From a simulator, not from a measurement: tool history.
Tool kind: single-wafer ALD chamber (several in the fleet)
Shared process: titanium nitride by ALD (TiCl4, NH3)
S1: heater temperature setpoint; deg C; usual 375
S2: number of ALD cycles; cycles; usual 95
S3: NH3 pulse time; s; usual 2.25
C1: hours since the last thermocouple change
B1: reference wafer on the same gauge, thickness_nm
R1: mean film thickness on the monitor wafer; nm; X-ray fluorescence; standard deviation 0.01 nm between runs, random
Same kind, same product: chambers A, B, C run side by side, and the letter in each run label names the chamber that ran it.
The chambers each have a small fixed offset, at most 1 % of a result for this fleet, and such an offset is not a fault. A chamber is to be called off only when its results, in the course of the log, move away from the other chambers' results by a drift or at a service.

run,day,S1,S2,S3,C1,B1,R1
1B,0.083,375,95,2.25,394.8,1.7716,2.0425
2C,0.175,375,95,2.25,2870.3,1.7696,2.072
3A,0.312,375,95,2.25,753,1.77,2.0666
4B,0.483,375,95,2.25,404.4,1.7722,2.045
5A,0.625,375,95,2.72,760.5,1.7733,2.092
6C,0.758,375,95,2.72,2884.3,1.7695,2.0887
7A,0.892,375,95,2.72,766.9,1.7704,2.0814
8C,1.033,375,95,2.25,2890.9,1.7704,2.0647
9B,1.217,375,95,2.25,422,1.7689,2.0385
10A,1.354,375,95,2.25,778,1.7699,2.0672
11B,1.517,375,95,2.25,429.2,1.7691,2.0465
12C,1.675,375,95,2.25,2906.3,1.7691,2.0523
13B,1.788,366,95,2.25,435.7,1.7683,2.0158
14C,1.879,366,95,2.25,2911.2,1.768,2.009
15A,2.042,366,95,2.25,794.5,1.77,2.0462
16B,2.2,375,95,2.25,445.6,1.7719,2.042
17C,2.308,375,95,2.25,2921.5,1.7704,2.0505
18A,2.488,375,95,2.25,805.2,1.7714,2.0676
19A,2.662,375,95,2.25,809.4,1.7692,2.0651
20B,2.758,375,95,2.25,459,1.7702,2.0674
21C,2.883,375,95,2.25,2935.3,1.7689,2.0748
22A,3.017,375,95,2.25,817.9,1.7708,2.0643
23C,3.196,375,95,2.25,2942.8,1.7693,2.0655
24B,3.346,375,95,2.25,473.1,1.7698,2.0669
25A,3.475,375,95,2.25,828.9,1.7682,2.0761
26B,3.6,375,109,1.62,479.2,1.7697,2.3112
27C,3.771,375,109,1.62,2956.6,1.7708,2.3145
28B,3.95,375,109,1.62,487.6,1.7714,2.3166
29A,4.038,375,95,2.25,842.4,1.7698,2.0576
30C,4.15,375,95,2.25,2965.7,1.7699,2.0707
31A,4.283,366,105,2.25,848.3,1.7705,2.2683
# day 4.412: chamber C: thermocouple changed; heater temperature recalibrated
32B,4.462,366,105,2.25,499.9,1.7705,2.2477
33C,4.588,366,105,2.25,4.2,1.77,2.253
34C,4.746,375,95,2.25,8,1.7705,2.0848
35A,4.888,375,95,2.25,862.8,1.7699,2.0696
36B,4.971,375,95,2.25,512.1,1.772,2.0422
37A,5.079,375,95,2.25,867.4,1.7727,2.0657

Read the log: is a single chamber off, either drifting away or since a service, is the gauge that measures every chamber drifting, or is nothing wrong beyond small per-chamber offsets? Name any odd chamber and what most likely caused it.

Beyond each chamber's small constant offset nothing stands out, and the gauge stays steady.
